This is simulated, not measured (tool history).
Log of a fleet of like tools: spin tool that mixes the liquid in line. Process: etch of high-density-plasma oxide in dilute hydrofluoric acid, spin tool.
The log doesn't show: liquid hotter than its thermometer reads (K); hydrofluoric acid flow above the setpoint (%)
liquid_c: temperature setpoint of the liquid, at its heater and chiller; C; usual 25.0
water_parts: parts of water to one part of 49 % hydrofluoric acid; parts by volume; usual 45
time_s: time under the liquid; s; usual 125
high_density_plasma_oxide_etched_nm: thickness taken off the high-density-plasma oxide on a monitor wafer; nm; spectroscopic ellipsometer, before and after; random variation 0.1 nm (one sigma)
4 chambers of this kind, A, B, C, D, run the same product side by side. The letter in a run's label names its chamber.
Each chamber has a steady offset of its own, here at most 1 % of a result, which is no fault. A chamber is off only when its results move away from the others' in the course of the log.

run   hour  liquid_c  water_parts  time_s  hours since the thermometer was replaced  hours since the hydrofluoric acid flow meter was replaced  read-back film thickness of the high-density-plasma oxide reference wafer, read on the same gauge (nm)  high_density_plasma_oxide_etched_nm
 1C    5.0      25.0           45     125                                    1400.4                                                     1104.2                                                                                                  139.96                              20.1090
 2A   13.9      25.0           45     125                                     190.4                                                       88.9                                                                                                  140.00                              20.2360
 3B   21.1      25.0           45     125                                    1901.1                                                     1061.7                                                                                                  140.02                              20.0980
 4D   29.7      25.0           45     125                                     657.6                                                     1012.6                                                                                                  140.00                              20.2560
 5D   35.8      25.0           45     125                                     663.7                                                     1018.7                                                                                                  139.98                              20.2930
      39.4  -- chamber D: hydrofluoric acid flow meter replaced
 6A   42.6      25.0           45     125                                     219.1                                                      117.6                                                                                                  140.03                              20.0890
 7C   50.7      25.0           45     125                                    1446.1                                                     1149.9                                                                                                  140.01                              20.2580
 8B   57.4      25.0           45     125                                    1937.4                                                     1098.0                                                                                                  140.01                              20.1990
 9D   64.3      25.0           45     125                                     692.2                                                       25.0                                                                                                  140.01                              20.2190
      69.5  -- chamber D: thermometer replaced
10B   72.0      21.0           40     125                                    1952.0                                                     1112.6                                                                                                  140.00                              19.4050
11A   79.1      21.0           40     125                                     255.6                                                      154.1                                                                                                  140.00                              19.2110
12C   85.0      21.0           40     125                                    1480.4                                                     1184.2                                                                                                  139.96                              19.3060
13D   93.0      21.0           40     125                                      23.6                                                       53.7                                                                                                  140.01                              19.2930
14C  101.8      25.0           45     125                                    1497.2                                                     1201.0                                                                                                  140.03                              20.0900
15B  109.0      25.0           45     125                                    1989.0                                                     1149.6                                                                                                  140.03                              20.0250
16A  113.2      25.0           45     125                                     289.7                                                      188.2                                                                                                  139.98                              20.3010
17D  117.7      25.0           45     125                                      48.3                                                       78.4                                                                                                  140.00                              20.3460
18C  122.2      25.0           45     125                                    1517.6                                                     1221.4                                                                                                  140.01                              20.0770
19B  129.6      23.0           45     125                                    2009.6                                                     1170.2                                                                                                  139.98                              18.6890
20A  139.1      23.0           45     125                                     315.6                                                      214.1                                                                                                  139.95                              18.7810
21C  144.9      23.0           45     125                                    1540.3                                                     1244.1                                                                                                  139.98                              18.4930
22D  149.7      23.0           45     125                                      80.3                                                      110.4                                                                                                  139.99                              18.5870
23B  154.0      25.0           45     125                                    2034.0                                                     1194.6                                                                                                  139.99                              20.2290
24A  162.8      22.5           25     125                                     339.3                                                      237.8                                                                                                  140.00                              33.3080
25C  170.7      22.5           25     125                                    1566.1                                                     1269.9                                                                                                  140.02                              33.2630
26D  175.0      22.5           25     125                                     105.6                                                      135.7                                                                                                  140.00                              33.7390
27A  182.1      22.5           25     125                                     358.6                                                      257.1                                                                                                  140.00                              33.3190
28B  186.6      25.0           45      55                                    2066.6                                                     1227.2                                                                                                  140.01                               8.8556
29B  195.3      25.0           45      55                                    2075.3                                                     1235.9                                                                                                  140.02                               8.7951
30A  203.1      25.0           45      55                                     379.6                                                      278.1                                                                                                  139.96                               8.9246
31C  207.4      25.0           45      55                                    1602.8                                                     1306.6                                                                                                  139.99                               8.8377
32D  214.0      25.0           45     125                                     144.6                                                      174.7                                                                                                  140.03                              20.2090
33D  220.3      25.0           45     125                                     150.9                                                      181.0                                                                                                  140.00                              20.3410
34C  225.0      25.0           45     125                                    1620.4                                                     1324.2                                                                                                  140.03                              20.1260
35B  233.9      25.0           45     125                                    2113.9                                                     1274.5                                                                                                  140.03                              19.9750
36A  240.5      25.0           25     150                                     417.0                                                      315.5                                                                                                  139.98                              44.6950
37A  248.4      25.0           25     150                                     424.9                                                      323.4                                                                                                  139.99                              44.3560
38B  255.3      25.0           25     150                                    2135.3                                                     1295.9                                                                                                  139.98                              43.8460
39D  264.7      25.0           25     150                                     195.3                                                      225.4                                                                                                  140.00                              44.5160
40C  272.3      25.0           45     125                                    1667.7                                                     1371.5                                                                                                  140.02                              19.9530

Is one chamber off against the others, does the gauge drift, or is nothing wrong? If a chamber is off, say which, and what the likeliest cause is.

No chamber stands off beyond its own small offset, and the gauge holds steady.
